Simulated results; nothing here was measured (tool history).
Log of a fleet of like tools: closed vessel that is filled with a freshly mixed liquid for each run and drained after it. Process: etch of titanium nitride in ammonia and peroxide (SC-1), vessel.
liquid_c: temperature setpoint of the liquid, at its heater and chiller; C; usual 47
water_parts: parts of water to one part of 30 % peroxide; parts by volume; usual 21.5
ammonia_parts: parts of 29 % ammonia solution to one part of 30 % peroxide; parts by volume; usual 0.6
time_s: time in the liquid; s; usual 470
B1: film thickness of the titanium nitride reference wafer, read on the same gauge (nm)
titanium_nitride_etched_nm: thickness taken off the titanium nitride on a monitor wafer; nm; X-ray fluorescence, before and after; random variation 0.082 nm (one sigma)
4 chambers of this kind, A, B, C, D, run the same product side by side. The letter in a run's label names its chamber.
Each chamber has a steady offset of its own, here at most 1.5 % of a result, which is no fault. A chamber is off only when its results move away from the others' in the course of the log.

{"run": "1D", "day": 0.488, "liquid_c": 47, "water_parts": 21.5, "ammonia_parts": 0.6, "time_s": 470, "B1": 90.033, "titanium_nitride_etched_nm": 20.78}
{"day": 0.817, "done": "chamber D: new drum of ammonia solution connected"}
{"run": "2B", "day": 1.033, "liquid_c": 47, "water_parts": 21.5, "ammonia_parts": 0.6, "time_s": 470, "B1": 89.989, "titanium_nitride_etched_nm": 20.636}
{"run": "3A", "day": 1.379, "liquid_c": 47, "water_parts": 21.5, "ammonia_parts": 0.6, "time_s": 470, "B1": 89.981, "titanium_nitride_etched_nm": 20.516}
{"run": "4C", "day": 1.879, "liquid_c": 47, "water_parts": 21.5, "ammonia_parts": 0.6, "time_s": 470, "B1": 90.001, "titanium_nitride_etched_nm": 20.406}
{"run": "5C", "day": 2.183, "liquid_c": 47, "water_parts": 21.5, "ammonia_parts": 0.6, "time_s": 470, "B1": 89.999, "titanium_nitride_etched_nm": 20.367}
{"run": "6A", "day": 2.808, "liquid_c": 47, "water_parts": 21.5, "ammonia_parts": 0.6, "time_s": 470, "B1": 89.935, "titanium_nitride_etched_nm": 20.738}
{"run": "7B", "day": 3.121, "liquid_c": 47, "water_parts": 21.5, "ammonia_parts": 0.6, "time_s": 470, "B1": 90.036, "titanium_nitride_etched_nm": 20.581}
{"run": "8D", "day": 3.55, "liquid_c": 47, "water_parts": 21.5, "ammonia_parts": 0.6, "time_s": 470, "B1": 90.038, "titanium_nitride_etched_nm": 20.853}
{"run": "9D", "day": 3.988, "liquid_c": 47, "water_parts": 21.5, "ammonia_parts": 0.6, "time_s": 470, "B1": 90.017, "titanium_nitride_etched_nm": 20.822}
{"run": "10A", "day": 4.396, "liquid_c": 47, "water_parts": 21.5, "ammonia_parts": 0.6, "time_s": 470, "B1": 89.939, "titanium_nitride_etched_nm": 20.485}
{"run": "11B", "day": 5.029, "liquid_c": 47, "water_parts": 21.5, "ammonia_parts": 0.6, "time_s": 470, "B1": 89.963, "titanium_nitride_etched_nm": 20.69}
{"day": 5.333, "done": "chamber B: new drum of ammonia solution connected"}
{"run": "12C", "day": 5.333, "liquid_c": 47, "water_parts": 21.5, "ammonia_parts": 0.6, "time_s": 470, "B1": 89.985, "titanium_nitride_etched_nm": 20.4}
{"day": 5.621, "done": "chamber A: new drum of ammonia solution connected"}
{"run": "13C", "day": 5.725, "liquid_c": 47, "water_parts": 21.5, "ammonia_parts": 0.6, "time_s": 470, "B1": 89.946, "titanium_nitride_etched_nm": 20.35}
{"run": "14A", "day": 6.017, "liquid_c": 47, "water_parts": 21.5, "ammonia_parts": 0.5, "time_s": 470, "B1": 89.986, "titanium_nitride_etched_nm": 19.551}
{"run": "15D", "day": 6.338, "liquid_c": 47, "water_parts": 21.5, "ammonia_parts": 0.5, "time_s": 470, "B1": 89.979, "titanium_nitride_etched_nm": 20.208}
{"run": "16B", "day": 6.938, "liquid_c": 47, "water_parts": 21.5, "ammonia_parts": 0.5, "time_s": 470, "B1": 90.042, "titanium_nitride_etched_nm": 20.064}
{"run": "17A", "day": 7.583, "liquid_c": 47, "water_parts": 21.5, "ammonia_parts": 0.5, "time_s": 470, "B1": 89.97, "titanium_nitride_etched_nm": 19.45}
{"run": "18C", "day": 7.875, "liquid_c": 47, "water_parts": 21.5, "ammonia_parts": 0.6, "time_s": 470, "B1": 90.014, "titanium_nitride_etched_nm": 20.423}
{"run": "19B", "day": 8.329, "liquid_c": 47, "water_parts": 21.5, "ammonia_parts": 0.6, "time_s": 470, "B1": 90.032, "titanium_nitride_etched_nm": 20.724}
{"run": "20D", "day": 8.933, "liquid_c": 47, "water_parts": 21.5, "ammonia_parts": 0.6, "time_s": 470, "B1": 90.014, "titanium_nitride_etched_nm": 20.786}
{"run": "21B", "day": 9.529, "liquid_c": 47, "water_parts": 21.5, "ammonia_parts": 0.6, "time_s": 470, "B1": 90.05, "titanium_nitride_etched_nm": 20.625}
{"run": "22A", "day": 10.004, "liquid_c": 47, "water_parts": 21.5, "ammonia_parts": 0.6, "time_s": 470, "B1": 89.983, "titanium_nitride_etched_nm": 19.921}
{"run": "23D", "day": 10.354, "liquid_c": 47, "water_parts": 21.5, "ammonia_parts": 0.6, "time_s": 470, "B1": 90.025, "titanium_nitride_etched_nm": 20.818}
{"run": "24C", "day": 10.842, "liquid_c": 47, "water_parts": 21.5, "ammonia_parts": 0.6, "time_s": 470, "B1": 90.011, "titanium_nitride_etched_nm": 20.486}
{"run": "25B", "day": 11.454, "liquid_c": 47, "water_parts": 21.5, "ammonia_parts": 0.6, "time_s": 470, "B1": 89.987, "titanium_nitride_etched_nm": 20.634}
{"day": 11.767, "done": "chamber B: thermometer replaced"}
{"run": "26C", "day": 12.025, "liquid_c": 47, "water_parts": 21.5, "ammonia_parts": 0.35, "time_s": 575, "B1": 89.996, "titanium_nitride_etched_nm": 22.537}
{"run": "27D", "day": 12.683, "liquid_c": 47, "water_parts": 21.5, "ammonia_parts": 0.35, "time_s": 575, "B1": 90.001, "titanium_nitride_etched_nm": 23.098}
{"run": "28A", "day": 13.212, "liquid_c": 47, "water_parts": 21.5, "ammonia_parts": 0.35, "time_s": 575, "B1": 89.977, "titanium_nitride_etched_nm": 21.657}
{"run": "29B", "day": 13.504, "liquid_c": 47, "water_parts": 21.5, "ammonia_parts": 0.35, "time_s": 575, "B1": 90.014, "titanium_nitride_etched_nm": 22.869}

What goes on in this fleet: one chamber off, a drifting gauge, or nothing beyond the chambers' own small offsets? Name the chamber and the cause, if any.

Chamber A drifts away from the others.
Cause: liquid colder than its thermometer reads (K) = 0.673.

Here are 4 candidates for chamber A's next run, each the usual settings with a change, their results left as question marks. Which one brings its results back in line with what the others give on the usual settings?
In line means no further than this from the other chambers' mean on the usual settings: titanium_nitride_etched_nm 0.29 nm
{"run": "30A-1", "day": 13.983, "liquid_c": 47, "water_parts": 23.5, "ammonia_parts": 0.6, "time_s": 470, "titanium_nitride_etched_nm": "?"}
{"run": "30A-2", "day": 13.983, "liquid_c": 47, "water_parts": 21.5, "ammonia_parts": 0.7, "time_s": 470, "titanium_nitride_etched_nm": "?"}
{"run": "30A-3", "day": 13.983, "liquid_c": 47, "water_parts": 21, "ammonia_parts": 0.6, "time_s": 490, "titanium_nitride_etched_nm": "?"}
{"run": "30A-4", "day": 13.983, "liquid_c": 47, "water_parts": 21.5, "ammonia_parts": 0.6, "time_s": 460, "titanium_nitride_etched_nm": "?"}

The other chambers' mean on the usual settings: titanium_nitride_etched_nm 20.619 nm
run=30A-1 titanium_nitride_etched_nm=18.594
run=30A-2 titanium_nitride_etched_nm=20.106
run=30A-3 titanium_nitride_etched_nm=20.647
run=30A-4 titanium_nitride_etched_nm=19.129
30A-3 brings the chamber back in line.
